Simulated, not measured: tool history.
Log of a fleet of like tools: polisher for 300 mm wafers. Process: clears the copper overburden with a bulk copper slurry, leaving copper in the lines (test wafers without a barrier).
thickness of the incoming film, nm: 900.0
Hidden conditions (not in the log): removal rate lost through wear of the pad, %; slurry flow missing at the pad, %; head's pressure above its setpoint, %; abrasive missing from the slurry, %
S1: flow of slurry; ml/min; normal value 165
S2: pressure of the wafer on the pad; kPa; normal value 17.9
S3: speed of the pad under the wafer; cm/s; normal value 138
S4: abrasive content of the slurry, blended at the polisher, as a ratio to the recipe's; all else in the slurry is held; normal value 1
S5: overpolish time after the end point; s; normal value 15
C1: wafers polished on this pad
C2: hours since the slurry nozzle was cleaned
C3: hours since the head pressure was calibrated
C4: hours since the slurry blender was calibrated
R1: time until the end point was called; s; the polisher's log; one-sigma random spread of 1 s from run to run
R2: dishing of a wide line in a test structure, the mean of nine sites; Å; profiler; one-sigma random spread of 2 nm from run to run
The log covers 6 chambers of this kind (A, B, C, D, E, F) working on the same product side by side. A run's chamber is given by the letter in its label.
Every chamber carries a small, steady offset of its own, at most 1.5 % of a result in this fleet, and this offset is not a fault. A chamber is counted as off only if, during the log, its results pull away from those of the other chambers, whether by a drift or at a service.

| run | day | S1 | S2 | S3 | S4 | S5 | C1 | C2 | C3 | C4 | R1 | R2 |
|---|---|---|---|---|---|---|---|---|---|---|---|---|
|  | 0.133 | chamber A: worn pad replaced by a new one |
|  | 0.183 | chamber B: worn pad replaced by a new one |
|  | 0.233 | chamber F: head pressure recalibrated |
| 1C | 0.375 | 165 | 17.9 | 138 | 1 | 15 | 299 | 591.6 | 649.9 | 180.9 | 80.034 | 971.79 |
|  | 0.454 | chamber C: slurry nozzle cleaned |
| 2F | 0.575 | 165 | 17.9 | 138 | 1 | 15 | 252 | 49.7 | 8.2 | 65.9 | 78.36 | 978.23 |
| 3A | 0.829 | 165 | 17.9 | 138 | 1 | 15 | 125 | 366.3 | 851.5 | 57 | 78.544 | 958.49 |
|  | 0.983 | chamber D: worn pad replaced by a new one |
| 4E | 1.067 | 165 | 17.9 | 138 | 1 | 15 | 818 | 380.6 | 569.9 | 314.8 | 77.387 | 963.74 |
| 5B | 1.325 | 165 | 17.9 | 138 | 1 | 15 | 206 | 639 | 986.7 | 216.8 | 76.983 | 987.99 |
| 6D | 1.671 | 165 | 17.9 | 138 | 1 | 15 | 124 | 103.7 | 205.3 | 121.5 | 79.245 | 977.55 |
|  | 1.783 | chamber E: worn pad replaced by a new one |
| 7D | 1.975 | 165 | 17.9 | 138 | 1 | 15 | 179 | 111 | 212.6 | 128.8 | 78.941 | 1005.7 |
|  | 2.117 | chamber F: worn pad replaced by a new one |
| 8C | 2.325 | 165 | 17.9 | 138 | 1 | 23 | 651 | 44.9 | 696.7 | 227.7 | 80.971 | 1256.1 |
| 9B | 2.521 | 165 | 17.9 | 138 | 1 | 23 | 421 | 667.7 | 1015.4 | 245.5 | 77.19 | 1330.1 |
| 10F | 2.808 | 165 | 17.9 | 138 | 1 | 23 | 124 | 103.3 | 61.8 | 119.5 | 77.49 | 1264.1 |
|  | 2.921 | chamber A: worn pad replaced by a new one |
| 11E | 3.196 | 165 | 17.9 | 138 | 1 | 23 | 254 | 431.7 | 621 | 365.9 | 77.902 | 1236.6 |
| 12A | 3.496 | 165 | 17.9 | 138 | 1 | 23 | 104 | 430.3 | 915.5 | 121 | 77.261 | 1289.6 |
| 13B | 3.792 | 165 | 17.9 | 138 | 1 | 23 | 650 | 698.2 | 1045.9 | 276 | 77.273 | 1242.3 |
|  | 3.983 | chamber C: worn pad replaced by a new one |
| 14C | 4.162 | 210 | 17.9 | 172 | 1 | 15 | 32 | 89 | 740.8 | 271.8 | 61.113 | 1120.5 |
|  | 4.379 | chamber A: slurry nozzle cleaned |
| 15E | 4.392 | 210 | 17.9 | 172 | 1 | 15 | 470 | 460.4 | 649.7 | 394.6 | 60.714 | 1115.5 |
|  | 4.646 | chamber B: slurry nozzle cleaned |
| 16A | 4.675 | 210 | 17.9 | 172 | 1 | 15 | 316 | 7.2 | 943.8 | 149.3 | 60.092 | 1120.3 |
| 17F | 4.862 | 210 | 17.9 | 172 | 1 | 15 | 494 | 152.6 | 111.1 | 168.8 | 60.015 | 1130.1 |
|  | 5.108 | chamber F: worn pad replaced by a new one |
| 18D | 5.188 | 210 | 17.9 | 172 | 1 | 15 | 757 | 188.1 | 289.7 | 205.9 | 61.154 | 1130.3 |
|  | 5.35 | chamber D: slurry blender recalibrated |
|  | 5.392 | chamber D: worn pad replaced by a new one |
| 19A | 5.579 | 210 | 17.9 | 172 | 1 | 15 | 479 | 28.9 | 965.5 | 171 | 60.83 | 1176.7 |
|  | 5.812 | chamber A: worn pad replaced by a new one |
|  | 5.858 | chamber B: worn pad replaced by a new one |
| 20D | 6 | 165 | 17.9 | 138 | 1 | 15 | 110 | 207.6 | 309.2 | 15.7 | 77.201 | 967.7 |
| 21B | 6.2 | 165 | 17.9 | 138 | 1 | 15 | 61 | 37.3 | 1103.7 | 333.8 | 79.694 | 981.41 |
|  | 6.433 | chamber E: worn pad replaced by a new one |
| 22F | 6.479 | 165 | 17.9 | 138 | 1 | 15 | 247 | 191.4 | 149.9 | 207.6 | 77.628 | 968.69 |
| 23E | 6.829 | 165 | 17.9 | 138 | 1 | 15 | 71 | 518.9 | 708.2 | 453.1 | 78.305 | 987.31 |
| 24C | 7.088 | 165 | 17.9 | 138 | 1 | 15 | 559 | 159.2 | 811 | 342 | 76.343 | 994.4 |
|  | 7.362 | chamber B: slurry blender recalibrated |
| 25C | 7.379 | 165 | 17.9 | 138 | 1 | 15 | 612 | 166.2 | 818 | 349 | 76.085 | 1008.3 |
| 26F | 7.633 | 135 | 17.9 | 94 | 1 | 15 | 455 | 219.1 | 177.6 | 235.3 | 120.44 | 719.53 |
| 27B | 7.95 | 135 | 17.9 | 94 | 1 | 15 | 377 | 79.3 | 1145.7 | 14.1 | 121.93 | 708.68 |
|  | 7.996 | chamber C: worn pad replaced by a new one |
|  | 8.117 | chamber F: worn pad replaced by a new one |
| 28E | 8.317 | 135 | 17.9 | 94 | 1 | 15 | 339 | 554.6 | 743.9 | 488.8 | 119.2 | 715.87 |
| 29A | 8.608 | 135 | 17.9 | 94 | 1 | 15 | 503 | 101.6 | 1038.2 | 243.7 | 114.14 | 694.53 |
| 30D | 8.946 | 135 | 17.9 | 94 | 1 | 15 | 640 | 278.3 | 379.9 | 86.4 | 116 | 731.75 |
|  | 9.258 | chamber E: slurry blender recalibrated |
| 31D | 9.325 | 135 | 17.9 | 94 | 1 | 15 | 708 | 287.4 | 389 | 95.5 | 117.18 | 674.05 |
|  | 9.354 | chamber A: worn pad replaced by a new one |
|  | 9.467 | chamber D: worn pad replaced by a new one |
| 32E | 9.562 | 165 | 17.9 | 138 | 1 | 15 | 564 | 584.5 | 773.8 | 7.4 | 78.141 | 975.37 |
| 33C | 9.971 | 165 | 17.9 | 138 | 1 | 15 | 356 | 228.4 | 880.2 | 411.2 | 74.859 | 1042.1 |
| 34F | 10.329 | 165 | 17.9 | 138 | 1 | 15 | 398 | 283.8 | 242.3 | 300 | 77.619 | 982.92 |
| 35B | 10.562 | 165 | 13.8 | 180 | 1 | 15 | 847 | 142 | 1208.4 | 76.8 | 79.253 | 896.67 |
| 36A | 10.825 | 165 | 13.8 | 180 | 1 | 15 | 265 | 154.8 | 1091.4 | 296.9 | 78.827 | 919.05 |
|  | 11.167 | chamber A: slurry blender recalibrated |
| 37D | 11.2 | 165 | 13.8 | 180 | 1 | 15 | 312 | 332.4 | 434 | 140.5 | 79.03 | 924.52 |
| 38A | 11.467 | 165 | 13.8 | 180 | 1 | 15 | 380 | 170.2 | 1106.8 | 7.2 | 77.379 | 947.94 |
|  | 11.617 | chamber E: worn pad replaced by a new one |
| 39C | 11.792 | 165 | 13.8 | 180 | 1 | 15 | 684 | 272.1 | 923.9 | 454.9 | 72.168 | 1021.7 |
| 40E | 12.054 | 165 | 13.8 | 180 | 1 | 15 | 78 | 644.3 | 833.6 | 67.2 | 79.513 | 927.3 |

All chambers now run identical settings, listed one chamber a line with results as question marks. What results will each chamber show?
| 41A | 12.367 | 165 | 17.9 | 138 | 1 | 15 |  |  |  |  | ? | ? |
| 41B | 12.367 | 165 | 17.9 | 138 | 1 | 15 |  |  |  |  | ? | ? |
| 41C | 12.367 | 165 | 17.9 | 138 | 1 | 15 |  |  |  |  | ? | ? |
| 41D | 12.367 | 165 | 17.9 | 138 | 1 | 15 |  |  |  |  | ? | ? |
| 41E | 12.367 | 165 | 17.9 | 138 | 1 | 15 |  |  |  |  | ? | ? |
| 41F | 12.367 | 165 | 17.9 | 138 | 1 | 15 |  |  |  |  | ? | ? |

| run | R1 | R2 |
|---|---|---|
| 41A | 76.596 | 974.69 |
| 41B | 78.614 | 987.33 |
| 41C | 72.276 | 1024.7 |
| 41D | 79.797 | 989.75 |
| 41E | 78.826 | 971.12 |
| 41F | 79.399 | 1000.7 |
